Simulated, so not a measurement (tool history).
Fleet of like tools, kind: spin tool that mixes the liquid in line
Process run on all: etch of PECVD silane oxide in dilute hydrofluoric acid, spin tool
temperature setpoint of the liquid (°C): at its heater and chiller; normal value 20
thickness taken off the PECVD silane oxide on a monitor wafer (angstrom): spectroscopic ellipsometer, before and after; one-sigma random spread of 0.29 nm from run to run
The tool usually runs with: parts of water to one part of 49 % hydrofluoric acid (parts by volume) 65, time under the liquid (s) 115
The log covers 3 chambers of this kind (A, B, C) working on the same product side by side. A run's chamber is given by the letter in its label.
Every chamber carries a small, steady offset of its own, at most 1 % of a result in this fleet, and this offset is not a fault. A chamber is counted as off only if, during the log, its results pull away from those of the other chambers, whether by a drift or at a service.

run	day	temperature setpoint of the liquid (°C)	parts of water to one part of 49 % hydrofluoric acid (parts by volume)	time under the liquid (s)	hours since the thermometer was replaced	hours since the hydrofluoric acid flow meter was replaced	read-back film thickness of the PECVD silane oxide reference wafer, read on the same gauge (nm)	thickness taken off the PECVD silane oxide on a monitor wafer (angstrom)
1A	0.325	20	65	115	311.5	478.2	49.982	308.76
# day 0.338: chamber A: hydrofluoric acid flow meter replaced
# day 0.771: chamber C: thermometer replaced
2B	0.954	20	65	115	647.7	1205.4	49.993	310.09
3C	1.504	20	65	115	17.7	649.3	50.012	307.40
4B	2.067	20	65	115	674.4	1232.1	49.989	312.56
5A	2.383	17	65	115	360.9	49.1	49.993	270.29
6C	2.929	17	65	115	51.9	683.5	50.020	271.84
7A	3.325	17	65	115	383.5	71.7	50.008	280.17
8B	3.608	20	65	115	711.4	1269.1	50.008	309.43
9C	3.958	20	65	115	76.6	708.2	49.989	311.79
10A	4.412	20	65	115	409.6	97.8	49.989	312.83
11B	5.062	20	65	115	746.3	1304.0	50.005	312.98
12C	5.392	20	65	115	111.0	742.6	50.014	312.37
13C	5.904	20	65	115	123.3	754.9	50.004	314.35
14A	6.558	20	65	115	461.1	149.3	49.992	310.98
15B	7.096	20	65	115	795.1	1352.8	49.981	316.79
16B	7.650	20	65	115	808.4	1366.1	49.985	317.73
17C	8.112	20	65	115	176.3	807.9	49.982	313.59
18A	8.450	20	65	115	506.5	194.7	49.966	309.30
19A	9.004	20	65	115	519.8	208.0	50.003	312.28
20C	9.412	20	65	115	207.5	839.1	50.019	313.97
21B	9.912	20	65	115	862.7	1420.4	49.989	319.70
# day 10.317: chamber C: hydrofluoric acid flow meter replaced
22B	10.408	20	65	115	874.6	1432.3	49.999	319.76
23A	10.925	17	65	75	565.9	254.1	50.014	180.17
24C	11.492	17	65	75	257.4	28.3	50.000	174.15
25A	12.079	17	65	75	593.6	281.8	49.989	178.27
26B	12.683	20	65	115	929.2	1486.9	49.989	328.63
27C	13.092	20	65	115	295.8	66.7	50.000	310.76
28B	13.733	20	65	115	954.4	1512.1	50.028	334.12
29C	14.083	20	65	115	319.6	90.5	50.006	309.07

Does one chamber stand apart from the rest, does the shared gauge drift, or is all well apart from small per-chamber offsets? Give the chamber and the most likely cause, where there is one.

It is chamber B that slowly wanders off from its peers.
Most likely cause: liquid hotter than its thermometer reads (K) = 1.71.
Not necessarily distinguishable in this log from: hydrofluoric acid flow above the setpoint (%).

Here are 4 candidates for chamber B's next run, each the usual settings with a change, their results left as question marks. Which one brings its results back in line with what the others give on the usual settings?
In line means no further than this from the other chambers' mean on the usual settings: thickness taken off the PECVD silane oxide on a monitor wafer (angstrom) 10.00
30B-1	14.550	21.5	65	115				?
30B-2	14.550	20.0	60	120				?
30B-3	14.550	20.0	65	100				?
30B-4	14.550	20.0	70	115				?

The other chambers' mean on the usual settings: thickness taken off the PECVD silane oxide on a monitor wafer (angstrom) 310.73
run	thickness taken off the PECVD silane oxide on a monitor wafer (angstrom)
30B-1	351.60
30B-2	376.49
30B-3	287.42
30B-4	304.67
It is 30B-4 that realigns the chamber with its peers.

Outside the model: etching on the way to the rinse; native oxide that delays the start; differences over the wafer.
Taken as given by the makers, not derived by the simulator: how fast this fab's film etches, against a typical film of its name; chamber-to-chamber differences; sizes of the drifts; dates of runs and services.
